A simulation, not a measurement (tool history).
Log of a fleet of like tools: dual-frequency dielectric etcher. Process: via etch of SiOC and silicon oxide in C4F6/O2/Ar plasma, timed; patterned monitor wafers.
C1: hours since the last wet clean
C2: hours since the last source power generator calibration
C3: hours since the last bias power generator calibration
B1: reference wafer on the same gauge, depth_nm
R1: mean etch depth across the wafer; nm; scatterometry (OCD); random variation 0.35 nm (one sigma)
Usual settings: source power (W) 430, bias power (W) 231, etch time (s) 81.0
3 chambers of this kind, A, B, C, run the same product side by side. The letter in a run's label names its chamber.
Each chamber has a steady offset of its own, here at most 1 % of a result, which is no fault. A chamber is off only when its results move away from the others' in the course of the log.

Run 1C, hour 4.7: usual settings; C1 591.4; C2 4107.9; C3 2316.9; B1 105.05. Result: R1 101.480 nm.
Run 2B, hour 10.3: usual settings; C1 100.4; C2 2763.4; C3 321.1; B1 105.10. Result: R1 103.440 nm.
Run 3A, hour 13.8: usual settings; C1 480.7; C2 1703.0; C3 1143.3; B1 104.97. Result: R1 101.890 nm.
Run 4C, hour 16.9: usual settings; C1 603.6; C2 4120.1; C3 2329.1; B1 105.06. Result: R1 101.460 nm.
Run 5B, hour 20.5: usual settings but source power (W) 390, etch time (s) 67.0; C1 110.6; C2 2773.6; C3 331.3; B1 104.95. Result: R1 82.227 nm.
Run 6A, hour 24.3: usual settings but source power (W) 390, etch time (s) 67.0; C1 491.2; C2 1713.5; C3 1153.8; B1 104.99. Result: R1 81.966 nm.
Run 7A, hour 27.8: usual settings but source power (W) 390, etch time (s) 67.0; C1 494.7; C2 1717.0; C3 1157.3; B1 105.07. Result: R1 81.714 nm.
Run 8C, hour 33.7: usual settings; C1 620.4; C2 4136.9; C3 2345.9; B1 105.02. Result: R1 101.810 nm.
Run 9B, hour 37.2: usual settings but bias power (W) 257, etch time (s) 73.5; C1 127.3; C2 2790.3; C3 348.0; B1 105.02. Result: R1 97.400 nm.
Run 10B, hour 43.0: usual settings but bias power (W) 257, etch time (s) 73.5; C1 133.1; C2 2796.1; C3 353.8; B1 104.94. Result: R1 96.209 nm.
Run 11A, hour 48.1: usual settings but bias power (W) 257, etch time (s) 73.5; C1 515.0; C2 1737.3; C3 1177.6; B1 104.95. Result: R1 95.518 nm.
Run 12C, hour 51.5: usual settings; C1 638.2; C2 4154.7; C3 2363.7; B1 105.10. Result: R1 101.970 nm.
Run 13B, hour 54.1: usual settings; C1 144.2; C2 2807.2; C3 364.9; B1 105.02. Result: R1 102.790 nm.
At hour 55.4: chamber C: wet clean of the chamber.
Run 14A, hour 58.1: usual settings; C1 525.0; C2 1747.3; C3 1187.6; B1 104.97. Result: R1 102.490 nm.
Run 15C, hour 63.4: usual settings but source power (W) 350, bias power (W) 256; C1 8.1; C2 4166.6; C3 2375.6; B1 105.01. Result: R1 93.884 nm.
Run 16A, hour 69.3: usual settings but source power (W) 350, bias power (W) 256; C1 536.2; C2 1758.5; C3 1198.8; B1 105.03. Result: R1 97.312 nm.
Run 17C, hour 74.5: usual settings but source power (W) 350, bias power (W) 256; C1 19.2; C2 4177.7; C3 2386.7; B1 104.98. Result: R1 93.782 nm.
Run 18B, hour 79.1: usual settings; C1 169.2; C2 2832.2; C3 389.9; B1 105.03. Result: R1 102.750 nm.
At hour 82.4: chamber A: wet clean of the chamber.
Run 19C, hour 84.7: usual settings but source power (W) 480, etch time (s) 63.0; C1 29.4; C2 4187.9; C3 2396.9; B1 105.04. Result: R1 80.124 nm.
Run 20A, hour 90.3: usual settings but source power (W) 480, etch time (s) 63.0; C1 7.9; C2 1779.5; C3 1219.8; B1 104.92. Result: R1 82.865 nm.
Run 21B, hour 93.4: usual settings but source power (W) 480, etch time (s) 63.0; C1 183.5; C2 2846.5; C3 404.2; B1 105.05. Result: R1 83.672 nm.
Run 22C, hour 96.0: usual settings; C1 40.7; C2 4199.2; C3 2408.2; B1 105.02. Result: R1 98.080 nm.
Run 23A, hour 101.4: usual settings but bias power (W) 249, etch time (s) 64.5; C1 19.0; C2 1790.6; C3 1230.9; B1 104.97. Result: R1 83.598 nm.
Run 24B, hour 104.5: usual settings but bias power (W) 249, etch time (s) 64.5; C1 194.6; C2 2857.6; C3 415.3; B1 105.02. Result: R1 84.427 nm.
Run 25A, hour 110.0: usual settings but bias power (W) 249, etch time (s) 64.5; C1 27.6; C2 1799.2; C3 1239.5; B1 104.97. Result: R1 83.791 nm.
Run 26B, hour 114.6: usual settings; C1 204.7; C2 2867.7; C3 425.4; B1 104.98. Result: R1 103.150 nm.
Run 27C, hour 120.5: usual settings; C1 65.2; C2 4223.7; C3 2432.7; B1 105.00. Result: R1 98.629 nm.
Run 28C, hour 126.0: usual settings; C1 70.7; C2 4229.2; C3 2438.2; B1 104.91. Result: R1 98.412 nm.
Run 29A, hour 130.6: usual settings; C1 48.2; C2 1819.8; C3 1260.1; B1 105.01. Result: R1 102.280 nm.
Run 30B, hour 135.6: usual settings; C1 225.7; C2 2888.7; C3 446.4; B1 104.95. Result: R1 103.060 nm.
Run 31B, hour 139.3: usual settings but bias power (W) 283, etch time (s) 104.5; C1 229.4; C2 2892.4; C3 450.1; B1 105.00. Result: R1 143.010 nm.
Run 32A, hour 144.9: usual settings but bias power (W) 283, etch time (s) 104.5; C1 62.5; C2 1834.1; C3 1274.4; B1 105.11. Result: R1 141.440 nm.
Run 33C, hour 147.6: usual settings but bias power (W) 283, etch time (s) 104.5; C1 92.3; C2 4250.8; C3 2459.8; B1 105.05. Result: R1 136.050 nm.
At hour 149.1: chamber C: source power generator calibrated.
Run 34A, hour 152.1: usual settings; C1 69.7; C2 1841.3; C3 1281.6; B1 104.97. Result: R1 101.960 nm.
Run 35C, hour 156.9: usual settings; C1 101.6; C2 7.9; C3 2469.1; B1 105.01. Result: R1 98.673 nm.
Run 36B, hour 162.8: usual settings; C1 252.9; C2 2915.9; C3 473.6; B1 104.95. Result: R1 103.460 nm.
Run 37A, hour 167.4: usual settings; C1 85.0; C2 1856.6; C3 1296.9; B1 105.05. Result: R1 102.120 nm.
Run 38B, hour 173.3: usual settings; C1 263.4; C2 2926.4; C3 484.1; B1 105.00. Result: R1 103.470 nm.
Run 39C, hour 177.1: usual settings; C1 121.8; C2 28.1; C3 2489.3; B1 104.95. Result: R1 98.240 nm.
Run 40C, hour 180.5: usual settings; C1 125.2; C2 31.5; C3 2492.7; B1 104.96. Result: R1 98.801 nm.

What goes on in this fleet: one chamber off, a drifting gauge, or nothing beyond the chambers' own small offsets? Name the chamber and the cause, if any.

A service left chamber C off against the others.
Cause: etch rate under this chamber's usual, % = 3.35.

Here are 4 candidates for chamber C's next run, each the usual settings with a change, their results left as question marks. Which one brings its results back in line with what the others give on the usual settings?
In line means no further than this from the other chambers' mean on the usual settings: R1 1.200 nm
Run 41C-1, hour 184.8: usual settings but source power (W) 440, bias power (W) 234, etch time (s) 86.0. Result: R1 ?.
Run 41C-2, hour 184.8: usual settings but source power (W) 420, etch time (s) 76.0. Result: R1 ?.
Run 41C-3, hour 184.8: usual settings but bias power (W) 202. Result: R1 ?.
Run 41C-4, hour 184.8: usual settings but etch time (s) 84.5. Result: R1 ?.

The other chambers' mean on the usual settings: R1 102.640 nm
  run       R1
41C-1  106.140
41C-2   91.719
41C-3   94.348
41C-4  102.910
41C-4 brings the chamber back in line.
